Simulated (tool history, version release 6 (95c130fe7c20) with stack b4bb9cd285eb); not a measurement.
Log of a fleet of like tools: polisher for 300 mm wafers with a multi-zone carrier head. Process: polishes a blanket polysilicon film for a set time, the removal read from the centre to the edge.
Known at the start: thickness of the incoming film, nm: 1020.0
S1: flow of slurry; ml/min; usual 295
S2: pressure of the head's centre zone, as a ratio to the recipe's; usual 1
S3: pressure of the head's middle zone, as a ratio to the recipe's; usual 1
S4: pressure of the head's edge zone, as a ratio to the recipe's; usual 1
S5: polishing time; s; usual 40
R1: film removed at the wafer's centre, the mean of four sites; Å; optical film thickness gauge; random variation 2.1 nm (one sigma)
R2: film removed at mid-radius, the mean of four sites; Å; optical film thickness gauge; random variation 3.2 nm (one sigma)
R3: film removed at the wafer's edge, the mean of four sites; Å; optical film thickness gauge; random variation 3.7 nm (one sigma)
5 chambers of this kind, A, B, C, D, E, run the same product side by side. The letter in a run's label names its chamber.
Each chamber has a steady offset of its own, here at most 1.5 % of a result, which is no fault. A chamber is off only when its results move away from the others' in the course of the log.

run   hour   S1    S2  S3    S4  S5      R1      R2      R3
 1A    5.7  295     1   1     1  40  3457.4  3457.9  3418.3
 2D   13.4  295     1   1     1  40  3441.9  3484.9  3401.7
 3E   18.2  295     1   1     1  40  3501.5  3451.7  3444.4
 4B   24.2  295     1   1     1  40  3460.8  3482.1  3519.6
 5C   28.8  295     1   1     1  40    3464  3424.6  3463.9
 6E   34.4  295  1.05   1  0.93  40  3643.6  3437.4    3378
      36.9  -- chamber C: edge zone pressure recalibrated
 7A   40.2  295  1.05   1  0.93  40  3650.8  3432.9  3318.4
      40.4  -- chamber E: worn pad replaced by a new one
      43.6  -- chamber A: worn pad replaced by a new one
 8C   44.3  295  1.05   1  0.93  40  3620.3  3444.1  3324.2
 9D   47.9  295  1.05   1  0.93  40  3607.3  3427.7  3420.9
10B   51.9  295  1.05   1  0.93  40  3670.1  3457.6  3330.3
11E   56.5  295     1   1     1  40  3445.4    3365  3500.4
12B   64.6  295     1   1     1  40  3466.4  3463.1    3505
13D     72  295     1   1     1  40  3431.3    3532  3442.1
        74  -- chamber A: slurry nozzle cleaned
      74.1  -- chamber D: worn pad replaced by a new one
      79.2  -- chamber C: worn pad replaced by a new one
14C   79.7  295     1   1     1  40  3420.1  3475.4  3486.3
15A   83.8  295  1.06   1     1  34  3157.7  2956.7    2982
        85  -- chamber B: worn pad replaced by a new one
16A   89.1  295  1.06   1     1  34  3154.9  2919.1  2983.2
17C   93.5  295  1.06   1     1  34  3134.4  2966.2    2869
18D   99.2  295  1.06   1     1  34  3107.6  2958.5  2963.4
19E  104.7  295  1.06   1     1  34  3170.4  2895.1  2897.7
20B  112.4  295     1   1     1  40  3501.2  3478.5  3449.3
     117.4  -- chamber D: centre zone pressure recalibrated
21A    118  295     1   1     1  40  3419.6  3493.8  3540.3
       119  -- chamber B: edge zone pressure recalibrated
     122.1  -- chamber E: slurry nozzle cleaned
22E  122.5  295     1   1     1  40  3506.7  3435.4  3412.3
23B  129.2  295   1.1   1  1.04  40  3882.2  3511.2  3552.6
24D  135.4  295   1.1   1  1.04  40  3815.9  3492.1  3543.3
     139.3  -- chamber A: worn pad replaced by a new one
25C  142.3  295   1.1   1  1.04  40  3779.4  3488.9  3540.9
     146.1  -- chamber E: worn pad replaced by a new one
26E  146.6  295   1.1   1  1.04  40  3883.5  3477.7  3514.3
27C    154  295   1.1   1  1.04  40  3770.6  3468.6  3558.1
28D  161.2  295     1   1     1  40  3465.8  3487.3  3475.5
29A  166.9  295     1   1     1  40  3392.3  3542.1  3427.3
30B  174.5  295     1   1     1  40  3472.1  3492.7  3455.9
     178.1  -- chamber C: worn pad replaced by a new one
31D  179.3  295     1   1     1  40  3444.2  3448.6    3444
32C  186.8  295     1   1     1  40  3420.4  3447.8  3474.1
33B  194.4  295     1   1     1  40  3479.6  3542.3  3536.3
34A  198.1  295     1   1     1  40  3350.7  3505.3    3464
35E  204.5  295  0.93   1  1.06  40  3234.8  3443.1  3598.9
36C    210  295  0.93   1  1.06  40  3208.3  3437.1  3533.8
37D  217.3  295  0.93   1  1.06  40  3192.8  3502.4  3507.8

Is one chamber off against the others, does the gauge drift, or is nothing wrong? If a chamber is off, say which, and what the likeliest cause is.

Chamber A drifts away from the others.
Cause: centre zone's pressure below its setpoint, % = 3.6.

Here are 4 candidates for chamber A's next run, each the usual settings with a change, their results left as question marks. Which one brings its results back in line with what the others give on the usual settings?
In line means no further than this from the other chambers' mean on the usual settings: R1 73 Å; R2 110 Å; R3 130 Å
38A-1  223.2  295  1.03  0.99  0.99  40   ?   ?   ?
38A-2  223.2  300  1.06  0.97  0.99  40   ?   ?   ?
38A-3  223.2  295  0.97  1.01  1.01  40   ?   ?   ?
38A-4  223.2  290  0.94  1.03  1.01  40   ?   ?   ?

The other chambers' mean on the usual settings: R1 3464.2 Å; R2 3452.8 Å; R3 3475.4 Å
  run      R1      R2      R3
38A-1  3453.7  3455.7  3458.1
38A-2  3570.9  3397.6  3463.4
38A-3  3231.7  3519.8    3494
38A-4    3115  3577.4  3488.5
38A-1 brings the chamber back in line.

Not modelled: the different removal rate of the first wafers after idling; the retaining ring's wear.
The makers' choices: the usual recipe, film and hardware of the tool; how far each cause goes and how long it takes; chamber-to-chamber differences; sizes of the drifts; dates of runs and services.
